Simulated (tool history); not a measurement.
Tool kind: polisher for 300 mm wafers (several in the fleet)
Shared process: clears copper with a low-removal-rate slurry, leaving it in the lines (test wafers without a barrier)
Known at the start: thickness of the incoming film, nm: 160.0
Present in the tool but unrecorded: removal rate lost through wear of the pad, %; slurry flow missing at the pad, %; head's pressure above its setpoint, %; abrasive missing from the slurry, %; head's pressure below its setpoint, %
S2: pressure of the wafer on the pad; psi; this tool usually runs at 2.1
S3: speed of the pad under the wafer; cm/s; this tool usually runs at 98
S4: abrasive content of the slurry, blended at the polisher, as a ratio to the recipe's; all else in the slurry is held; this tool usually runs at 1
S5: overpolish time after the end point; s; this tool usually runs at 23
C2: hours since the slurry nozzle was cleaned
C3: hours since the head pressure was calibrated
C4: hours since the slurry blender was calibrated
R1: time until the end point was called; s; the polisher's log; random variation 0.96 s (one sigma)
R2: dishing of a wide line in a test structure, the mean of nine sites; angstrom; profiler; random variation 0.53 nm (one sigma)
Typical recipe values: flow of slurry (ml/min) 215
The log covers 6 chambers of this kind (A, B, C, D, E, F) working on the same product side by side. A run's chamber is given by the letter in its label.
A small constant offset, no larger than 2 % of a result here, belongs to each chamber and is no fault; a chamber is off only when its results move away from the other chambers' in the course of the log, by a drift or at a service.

At hour 0.9: chamber B: worn pad replaced by a new one.
Run 1E, hour 4.6: usual settings; wafers polished on this pad 76; C2 273.1; C3 235.9; C4 256.7. Result: R1 83.674 s, R2 295.14 angstrom.
At hour 8.8: chamber A: slurry blender recalibrated.
Run 2A, hour 9: usual settings; wafers polished on this pad 486; C2 43.3; C3 1328.6; C4 0.2. Result: R1 86.69 s, R2 297.92 angstrom.
At hour 12.8: chamber B: slurry blender recalibrated.
Run 3D, hour 14.5: usual settings; wafers polished on this pad 564; C2 525; C3 808.2; C4 70.3. Result: R1 85.238 s, R2 288.35 angstrom.
Run 4C, hour 18.2: usual settings; wafers polished on this pad 664; C2 154.8; C3 324.9; C4 29.5. Result: R1 83.198 s, R2 297.39 angstrom.
Run 5F, hour 22.7: usual settings; wafers polished on this pad 696; C2 249.6; C3 591.8; C4 210.8. Result: R1 82.746 s, R2 282.52 angstrom.
At hour 23.7: chamber F: slurry blender recalibrated.
Run 6B, hour 25.6: usual settings; wafers polished on this pad 145; C2 631.7; C3 183.4; C4 12.9. Result: R1 83.935 s, R2 294.05 angstrom.
Run 7D, hour 30.3: usual settings but S3 72 cm/s, S5 28 s; wafers polished on this pad 657; C2 540.8; C3 824; C4 86.1. Result: R1 115.86 s, R2 273.82 angstrom.
At hour 31.2: chamber A: worn pad replaced by a new one.
Run 8F, hour 34.9: usual settings but S3 72 cm/s, S5 28 s; wafers polished on this pad 767; C2 261.8; C3 604; C4 11.2. Result: R1 114.52 s, R2 264.37 angstrom.
Run 9A, hour 40.6: usual settings but S3 72 cm/s, S5 28 s; wafers polished on this pad 55; C2 74.9; C3 1360.2; C4 31.8. Result: R1 115.59 s, R2 262.16 angstrom.
Run 10E, hour 44.2: usual settings but S3 72 cm/s, S5 28 s; wafers polished on this pad 308; C2 312.7; C3 275.5; C4 296.3. Result: R1 112.05 s, R2 265.4 angstrom.
At hour 47.8: chamber C: worn pad replaced by a new one.
At hour 48.3: chamber F: worn pad replaced by a new one.
Run 11B, hour 50.2: usual settings but S3 72 cm/s, S5 28 s; wafers polished on this pad 289; C2 656.3; C3 208; C4 37.5. Result: R1 116.98 s, R2 257.72 angstrom.
At hour 50.8: chamber B: slurry nozzle cleaned.
Run 12C, hour 54.9: usual settings but S3 72 cm/s, S5 28 s; wafers polished on this pad 41; C2 191.5; C3 361.6; C4 66.2. Result: R1 112.17 s, R2 259.7 angstrom.
Run 13B, hour 57.7: usual settings but flow of slurry (ml/min) 240, S3 128 cm/s; wafers polished on this pad 333; C2 6.9; C3 215.5; C4 45. Result: R1 63.441 s, R2 370.65 angstrom.
Run 14E, hour 61.5: usual settings but flow of slurry (ml/min) 240, S3 128 cm/s; wafers polished on this pad 409; C2 330; C3 292.8; C4 313.6. Result: R1 60.597 s, R2 360.91 angstrom.
At hour 62.9: chamber D: slurry blender recalibrated.
Run 15C, hour 64.5: usual settings but flow of slurry (ml/min) 240, S3 128 cm/s; wafers polished on this pad 97; C2 201.1; C3 371.2; C4 75.8. Result: R1 64.267 s, R2 367.03 angstrom.
At hour 65.6: chamber E: head pressure recalibrated.
Run 16D, hour 67.7: usual settings but flow of slurry (ml/min) 240, S3 128 cm/s; wafers polished on this pad 876; C2 578.2; C3 861.4; C4 4.9. Result: R1 64.847 s, R2 354.73 angstrom.
At hour 68: chamber D: worn pad replaced by a new one.
Run 17F, hour 74: usual settings but flow of slurry (ml/min) 240, S3 128 cm/s; wafers polished on this pad 150; C2 300.9; C3 643.1; C4 50.3. Result: R1 62.884 s, R2 364.71 angstrom.
Run 18A, hour 76.8: usual settings but flow of slurry (ml/min) 240, S3 128 cm/s; wafers polished on this pad 267; C2 111.1; C3 1396.4; C4 68. Result: R1 63.503 s, R2 352.97 angstrom.
Run 19E, hour 79.6: usual settings but flow of slurry (ml/min) 235, S2 2.5 psi; wafers polished on this pad 515; C2 348.1; C3 14; C4 331.7. Result: R1 69.644 s, R2 330.96 angstrom.
Run 20B, hour 82.4: usual settings but flow of slurry (ml/min) 235, S2 2.5 psi; wafers polished on this pad 477; C2 31.6; C3 240.2; C4 69.7. Result: R1 69.968 s, R2 336.03 angstrom.
Run 21F, hour 87.3: usual settings but flow of slurry (ml/min) 235, S2 2.5 psi; wafers polished on this pad 228; C2 314.2; C3 656.4; C4 63.6. Result: R1 69.765 s, R2 343.79 angstrom.
At hour 92.6: chamber D: head pressure recalibrated.
Run 22D, hour 93: usual settings but flow of slurry (ml/min) 235, S2 2.5 psi; wafers polished on this pad 146; C2 603.5; C3 0.5; C4 30.2. Result: R1 77.47 s, R2 316.82 angstrom.
Run 23C, hour 98.3: usual settings but flow of slurry (ml/min) 235, S2 2.5 psi; wafers polished on this pad 295; C2 234.9; C3 405; C4 109.6. Result: R1 70.486 s, R2 329.87 angstrom.
Run 24A, hour 103.6: usual settings but flow of slurry (ml/min) 235, S2 2.5 psi; wafers polished on this pad 424; C2 137.9; C3 1423.2; C4 94.8. Result: R1 71.364 s, R2 342.22 angstrom.
Run 25D, hour 107: usual settings; wafers polished on this pad 228; C2 617.5; C3 14.5; C4 44.2. Result: R1 92.455 s, R2 265.05 angstrom.
Run 26E, hour 112.1: usual settings; wafers polished on this pad 705; C2 380.6; C3 46.5; C4 364.2. Result: R1 84.214 s, R2 281.4 angstrom.
Run 27A, hour 116.5: usual settings; wafers polished on this pad 500; C2 150.8; C3 1436.1; C4 107.7. Result: R1 86.072 s, R2 291.44 angstrom.
Run 28B, hour 122.3: usual settings; wafers polished on this pad 711; C2 71.5; C3 280.1; C4 109.6. Result: R1 83.31 s, R2 282.74 angstrom.
Run 29C, hour 127.8: usual settings; wafers polished on this pad 468; C2 264.4; C3 434.5; C4 139.1. Result: R1 84.547 s, R2 287.61 angstrom.
Run 30F, hour 132.3: usual settings; wafers polished on this pad 492; C2 359.2; C3 701.4; C4 108.6. Result: R1 82.652 s, R2 293.03 angstrom.
Run 31B, hour 135.2: usual settings but flow of slurry (ml/min) 170, S4 0.8; wafers polished on this pad 787; C2 84.4; C3 293; C4 122.5. Result: R1 91.844 s, R2 274.34 angstrom.
Run 32D, hour 141.3: usual settings but flow of slurry (ml/min) 170, S4 0.8; wafers polished on this pad 429; C2 651.8; C3 48.8; C4 78.5. Result: R1 98.302 s, R2 256.45 angstrom.
Run 33A, hour 144.2: usual settings but flow of slurry (ml/min) 170, S4 0.8; wafers polished on this pad 662; C2 178.5; C3 1463.8; C4 135.4. Result: R1 92.642 s, R2 270.35 angstrom.
Run 34C, hour 149.2: usual settings but flow of slurry (ml/min) 170, S4 0.8; wafers polished on this pad 593; C2 285.8; C3 455.9; C4 160.5. Result: R1 91.693 s, R2 263.59 angstrom.
Run 35F, hour 154.5: usual settings but flow of slurry (ml/min) 170, S4 0.8; wafers polished on this pad 622; C2 381.4; C3 723.6; C4 130.8. Result: R1 91.353 s, R2 270.46 angstrom.
Run 36E, hour 160.7: usual settings but flow of slurry (ml/min) 170, S4 0.8; wafers polished on this pad 990; C2 429.2; C3 95.1; C4 412.8. Result: R1 91.745 s, R2 266.17 angstrom.

Read the log: is a single chamber off, either drifting away or since a service, is the gauge that measures every chamber drifting, or is nothing wrong beyond small per-chamber offsets? Name any odd chamber and what most likely caused it.

The work done on chamber D during a service left it standing apart from the others.
Likeliest cause: head's pressure below its setpoint, % = 8.72.

Below are 4 candidate recipes for chamber D's next run, each the usual settings with a change, their results shown as question marks. Which of them brings D's results back in line with what the other chambers give on the usual settings?
Maximum distance from the other chambers' mean on the usual settings for a result to count as in line: R1 3.4 s; R2 18 angstrom
Run 37D-1, hour 165.2: usual settings but S3 96 cm/s. Result: R1 ?, R2 ?.
Run 37D-2, hour 165.2: usual settings but S3 100 cm/s. Result: R1 ?, R2 ?.
Run 37D-3, hour 165.2: usual settings but S2 2 psi, S3 94 cm/s. Result: R1 ?, R2 ?.
Run 37D-4, hour 165.2: usual settings but S2 2.2 psi, S3 102 cm/s. Result: R1 ?, R2 ?.

The mean the other chambers reach with the usual settings: R1 84.243 s; R2 288.29 angstrom
  run      R1      R2
37D-1  95.451  261.72
37D-2  91.607  270.75
37D-3  102.37  246.06
37D-4  85.717  286.87
Change 37D-4 lands the chamber within the allowed miss of the other chambers.
